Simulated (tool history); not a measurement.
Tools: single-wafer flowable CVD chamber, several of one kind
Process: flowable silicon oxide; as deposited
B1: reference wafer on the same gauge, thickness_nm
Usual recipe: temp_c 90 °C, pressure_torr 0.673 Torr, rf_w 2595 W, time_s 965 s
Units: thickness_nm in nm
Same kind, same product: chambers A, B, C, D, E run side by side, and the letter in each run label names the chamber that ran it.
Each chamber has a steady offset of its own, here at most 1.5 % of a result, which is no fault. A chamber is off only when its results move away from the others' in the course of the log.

{"run": "1C", "hour": 6.4, "temp_c": 90, "pressure_torr": 0.673, "rf_w": 2595, "time_s": 965, "B1": 628.73, "thickness_nm": 671.32}
{"run": "2E", "hour": 11.2, "temp_c": 90, "pressure_torr": 0.673, "rf_w": 2595, "time_s": 965, "B1": 629.28, "thickness_nm": 672.08}
{"run": "3B", "hour": 19.2, "temp_c": 90, "pressure_torr": 0.673, "rf_w": 2595, "time_s": 965, "B1": 628.29, "thickness_nm": 679.23}
{"run": "4D", "hour": 26.7, "temp_c": 90, "pressure_torr": 0.673, "rf_w": 2595, "time_s": 965, "B1": 628.93, "thickness_nm": 673.47}
{"hour": 28.9, "done": "chamber C: thermocouple changed; heater temperature recalibrated"}
{"run": "5A", "hour": 36.4, "temp_c": 90, "pressure_torr": 0.673, "rf_w": 2595, "time_s": 965, "B1": 629.35, "thickness_nm": 674.15}
{"run": "6C", "hour": 45.8, "temp_c": 90, "pressure_torr": 0.673, "rf_w": 2595, "time_s": 965, "B1": 629.04, "thickness_nm": 669.37}
{"run": "7A", "hour": 52.6, "temp_c": 90, "pressure_torr": 0.673, "rf_w": 2595, "time_s": 965, "B1": 628.57, "thickness_nm": 674.83}
{"run": "8D", "hour": 62.0, "temp_c": 90, "pressure_torr": 0.673, "rf_w": 2595, "time_s": 965, "B1": 629.08, "thickness_nm": 676.59}
{"run": "9B", "hour": 71.4, "temp_c": 90, "pressure_torr": 0.673, "rf_w": 2595, "time_s": 965, "B1": 628.33, "thickness_nm": 678.67}
{"run": "10E", "hour": 79.1, "temp_c": 90, "pressure_torr": 0.673, "rf_w": 2595, "time_s": 965, "B1": 629.17, "thickness_nm": 676.86}
{"run": "11C", "hour": 88.0, "temp_c": 90, "pressure_torr": 0.673, "rf_w": 2180, "time_s": 779, "B1": 629.7, "thickness_nm": 524.93}
{"run": "12A", "hour": 94.9, "temp_c": 90, "pressure_torr": 0.673, "rf_w": 2180, "time_s": 779, "B1": 628.94, "thickness_nm": 531.36}
{"run": "13D", "hour": 102.0, "temp_c": 90, "pressure_torr": 0.673, "rf_w": 2180, "time_s": 779, "B1": 629.43, "thickness_nm": 531.16}
{"run": "14B", "hour": 106.2, "temp_c": 90, "pressure_torr": 0.673, "rf_w": 2180, "time_s": 779, "B1": 628.42, "thickness_nm": 534.28}
{"run": "15E", "hour": 111.5, "temp_c": 90, "pressure_torr": 0.673, "rf_w": 2180, "time_s": 779, "B1": 628.95, "thickness_nm": 527.09}
{"run": "16E", "hour": 120.9, "temp_c": 90, "pressure_torr": 0.673, "rf_w": 2595, "time_s": 965, "B1": 629.23, "thickness_nm": 676.14}
{"run": "17D", "hour": 130.4, "temp_c": 90, "pressure_torr": 0.673, "rf_w": 2595, "time_s": 965, "B1": 628.97, "thickness_nm": 673.71}
{"run": "18B", "hour": 136.5, "temp_c": 90, "pressure_torr": 0.673, "rf_w": 2595, "time_s": 965, "B1": 629.01, "thickness_nm": 678.21}
{"run": "19A", "hour": 141.4, "temp_c": 90, "pressure_torr": 0.673, "rf_w": 2595, "time_s": 965, "B1": 628.54, "thickness_nm": 678.47}
{"run": "20C", "hour": 145.8, "temp_c": 90, "pressure_torr": 0.673, "rf_w": 2595, "time_s": 965, "B1": 629.22, "thickness_nm": 666.38}
{"run": "21E", "hour": 151.9, "temp_c": 90, "pressure_torr": 0.673, "rf_w": 2595, "time_s": 965, "B1": 628.91, "thickness_nm": 672.43}
{"run": "22B", "hour": 157.4, "temp_c": 90, "pressure_torr": 0.673, "rf_w": 2595, "time_s": 965, "B1": 629.06, "thickness_nm": 674.7}
{"run": "23D", "hour": 164.9, "temp_c": 97, "pressure_torr": 0.673, "rf_w": 2595, "time_s": 965, "B1": 629.13, "thickness_nm": 530.45}
{"run": "24A", "hour": 174.5, "temp_c": 97, "pressure_torr": 0.673, "rf_w": 2595, "time_s": 965, "B1": 629.08, "thickness_nm": 531.37}
{"run": "25C", "hour": 182.5, "temp_c": 97, "pressure_torr": 0.673, "rf_w": 2595, "time_s": 965, "B1": 628.87, "thickness_nm": 529.67}
{"run": "26C", "hour": 191.5, "temp_c": 97, "pressure_torr": 0.673, "rf_w": 2595, "time_s": 965, "B1": 628.61, "thickness_nm": 525.49}
{"run": "27E", "hour": 201.3, "temp_c": 97, "pressure_torr": 0.673, "rf_w": 2595, "time_s": 965, "B1": 629.22, "thickness_nm": 534.79}
{"run": "28D", "hour": 209.4, "temp_c": 90, "pressure_torr": 0.673, "rf_w": 2595, "time_s": 965, "B1": 628.82, "thickness_nm": 675.1}
{"run": "29B", "hour": 213.9, "temp_c": 90, "pressure_torr": 0.673, "rf_w": 2595, "time_s": 965, "B1": 628.81, "thickness_nm": 661.68}
{"run": "30A", "hour": 223.3, "temp_c": 90, "pressure_torr": 0.673, "rf_w": 2595, "time_s": 965, "B1": 629.5, "thickness_nm": 673.18}
{"run": "31A", "hour": 232.8, "temp_c": 90, "pressure_torr": 0.673, "rf_w": 2755, "time_s": 965, "B1": 629.37, "thickness_nm": 681.44}
{"run": "32D", "hour": 237.5, "temp_c": 90, "pressure_torr": 0.673, "rf_w": 2755, "time_s": 965, "B1": 628.51, "thickness_nm": 677.95}
{"run": "33C", "hour": 246.1, "temp_c": 90, "pressure_torr": 0.673, "rf_w": 2755, "time_s": 965, "B1": 628.89, "thickness_nm": 674.88}
{"run": "34E", "hour": 255.6, "temp_c": 90, "pressure_torr": 0.673, "rf_w": 2755, "time_s": 965, "B1": 629.06, "thickness_nm": 681.7}
{"run": "35B", "hour": 260.2, "temp_c": 90, "pressure_torr": 0.673, "rf_w": 2755, "time_s": 965, "B1": 628.72, "thickness_nm": 658.73}
{"run": "36A", "hour": 268.8, "temp_c": 90, "pressure_torr": 0.673, "rf_w": 2595, "time_s": 965, "B1": 629.15, "thickness_nm": 675.77}
{"run": "37E", "hour": 276.5, "temp_c": 90, "pressure_torr": 0.673, "rf_w": 2595, "time_s": 965, "B1": 629.75, "thickness_nm": 676.9}
{"run": "38D", "hour": 282.8, "temp_c": 90, "pressure_torr": 0.673, "rf_w": 2595, "time_s": 965, "B1": 629.61, "thickness_nm": 670.04}
{"run": "39B", "hour": 292.3, "temp_c": 90, "pressure_torr": 0.673, "rf_w": 2595, "time_s": 965, "B1": 628.94, "thickness_nm": 648.53}
{"run": "40C", "hour": 300.3, "temp_c": 90, "pressure_torr": 0.673, "rf_w": 2595, "time_s": 965, "B1": 628.98, "thickness_nm": 671.9}
{"run": "41C", "hour": 308.5, "temp_c": 90, "pressure_torr": 0.673, "rf_w": 2595, "time_s": 965, "B1": 629.16, "thickness_nm": 669.63}

Which is it: a chamber that has drifted or been left off by a service, a gauge drift common to all chambers, or only each chamber's usual small offset? If a chamber is off, name it and its likeliest cause.

It is chamber B that slowly wanders off from its peers.
What lies behind it: wafer temperature above the value expected at the setpoint (K) = 1.61.
The log might look much the same if the cause were instead: true pressure below the setpoint (%).

Here are 4 candidates for chamber B's next run, each the usual settings with a change, their results left as question marks. Which one brings its results back in line with what the others give on the usual settings?
Counts as in line when no further than this from what the other chambers average on the usual settings: thickness_nm 8.8 nm
{"run": "42B-1", "hour": 315.5, "temp_c": 91, "pressure_torr": 0.673, "rf_w": 2595, "time_s": 958, "thickness_nm": "?"}
{"run": "42B-2", "hour": 315.5, "temp_c": 90, "pressure_torr": 0.696, "rf_w": 2600, "time_s": 965, "thickness_nm": "?"}
{"run": "42B-3", "hour": 315.5, "temp_c": 90, "pressure_torr": 0.666, "rf_w": 2595, "time_s": 960, "thickness_nm": "?"}
{"run": "42B-4", "hour": 315.5, "temp_c": 90, "pressure_torr": 0.673, "rf_w": 3130, "time_s": 965, "thickness_nm": "?"}

Mean of the other chambers on the usual settings: thickness_nm 673.75 nm
run=42B-1 thickness_nm=617.61
run=42B-2 thickness_nm=672.73
run=42B-3 thickness_nm=631.4
run=42B-4 thickness_nm=655.03
It is 42B-2 that realigns the chamber with its peers.

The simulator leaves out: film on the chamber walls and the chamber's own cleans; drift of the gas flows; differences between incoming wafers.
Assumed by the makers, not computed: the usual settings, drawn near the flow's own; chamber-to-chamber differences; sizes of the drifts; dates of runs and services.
